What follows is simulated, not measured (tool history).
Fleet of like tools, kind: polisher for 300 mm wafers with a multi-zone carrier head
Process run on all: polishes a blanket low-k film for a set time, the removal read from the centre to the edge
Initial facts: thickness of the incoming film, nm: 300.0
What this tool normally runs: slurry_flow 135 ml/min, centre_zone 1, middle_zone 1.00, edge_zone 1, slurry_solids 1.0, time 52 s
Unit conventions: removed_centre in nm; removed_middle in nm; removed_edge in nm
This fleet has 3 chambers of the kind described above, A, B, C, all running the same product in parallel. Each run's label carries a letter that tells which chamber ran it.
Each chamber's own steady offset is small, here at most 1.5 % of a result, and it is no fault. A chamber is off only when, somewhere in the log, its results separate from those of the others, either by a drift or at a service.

run,hour,slurry_flow,centre_zone,middle_zone,edge_zone,slurry_solids,time,removed_centre,removed_middle,removed_edge
1B,10.3,135,1,1.00,1,1.0,52,18.295,18.258,18.505
# hour 19.0: chamber B: worn pad replaced by a new one
2A,19.3,135,1,1.00,1,1.0,52,18.548,18.496,17.960
# hour 28.8: chamber A: worn pad replaced by a new one
3C,33.1,135,1,1.00,1,1.0,52,18.388,18.410,18.178
4A,42.8,135,1,1.00,1,1.0,52,18.305,18.191,18.122
5B,56.1,135,1,1.00,1,1.0,52,18.325,18.457,18.407
6C,63.3,135,1,1.00,1,1.0,52,18.406,18.662,18.453
7A,71.5,135,1,1.00,1,1.0,52,18.441,18.630,18.240
# hour 78.9: chamber C: worn pad replaced by a new one
8C,81.0,135,1,1.00,1,1.0,52,18.328,18.446,18.405
# hour 84.7: chamber C: centre zone pressure recalibrated
9B,94.9,135,1,1.00,1,1.0,52,18.086,18.255,18.362
# hour 99.1: chamber A: worn pad replaced by a new one
10B,107.3,135,1,1.00,1,1.0,52,18.341,18.487,18.240
# hour 109.4: chamber B: worn pad replaced by a new one
11A,116.9,135,1,1.00,1,1.0,52,18.337,18.174,18.048
# hour 129.7: chamber A: slurry nozzle cleaned
12C,129.8,135,1,0.91,1,1.1,52,19.021,17.614,18.835
# hour 143.8: chamber A: centre zone pressure recalibrated
13A,146.1,135,1,0.91,1,1.1,52,20.206,17.723,19.349
14B,160.6,135,1,0.91,1,1.1,52,19.274,17.577,19.152
# hour 169.3: chamber A: worn pad replaced by a new one
15C,170.3,135,1,1.00,1,1.0,52,18.166,18.455,18.068
16A,181.9,135,1,1.00,1,1.0,52,19.632,18.254,18.149
# hour 182.5: chamber C: worn pad replaced by a new one
17B,194.2,135,1,1.00,1,1.0,52,18.304,18.708,18.269
# hour 194.3: chamber B: worn pad replaced by a new one
18C,210.5,135,1,1.00,1,0.8,52,16.570,16.635,16.375
19B,217.7,135,1,1.00,1,0.8,52,16.640,16.300,16.423
20A,228.6,135,1,1.00,1,0.8,52,17.412,16.596,16.124
21C,244.2,135,1,1.00,1,1.0,52,18.054,18.553,18.235
# hour 244.8: chamber A: worn pad replaced by a new one
22B,259.5,135,1,1.00,1,1.0,52,18.141,18.216,18.382
# hour 265.3: chamber C: slurry nozzle cleaned
23A,268.7,135,1,1.00,1,1.0,52,19.478,18.412,18.237
# hour 272.9: chamber C: worn pad replaced by a new one
# hour 278.0: chamber B: worn pad replaced by a new one
24C,280.1,135,1,1.00,1,1.0,52,18.229,18.763,18.390
25C,292.2,135,1,1.00,1,1.0,52,18.246,18.559,17.802
26B,301.8,135,1,1.00,1,1.0,52,18.347,18.168,18.147
27A,317.3,135,1,1.00,1,1.0,52,19.502,18.306,18.254

Each of the 3 chambers runs these same settings next. Fill in every chamber's results:
28A,329.1,135,1,1.00,1,1.0,65,?,?,?
28B,329.1,135,1,1.00,1,1.0,65,?,?,?
28C,329.1,135,1,1.00,1,1.0,65,?,?,?

run,removed_centre,removed_middle,removed_edge
28A,24.280,23.080,22.746
28B,22.989,22.757,22.799
28C,22.835,23.193,22.667
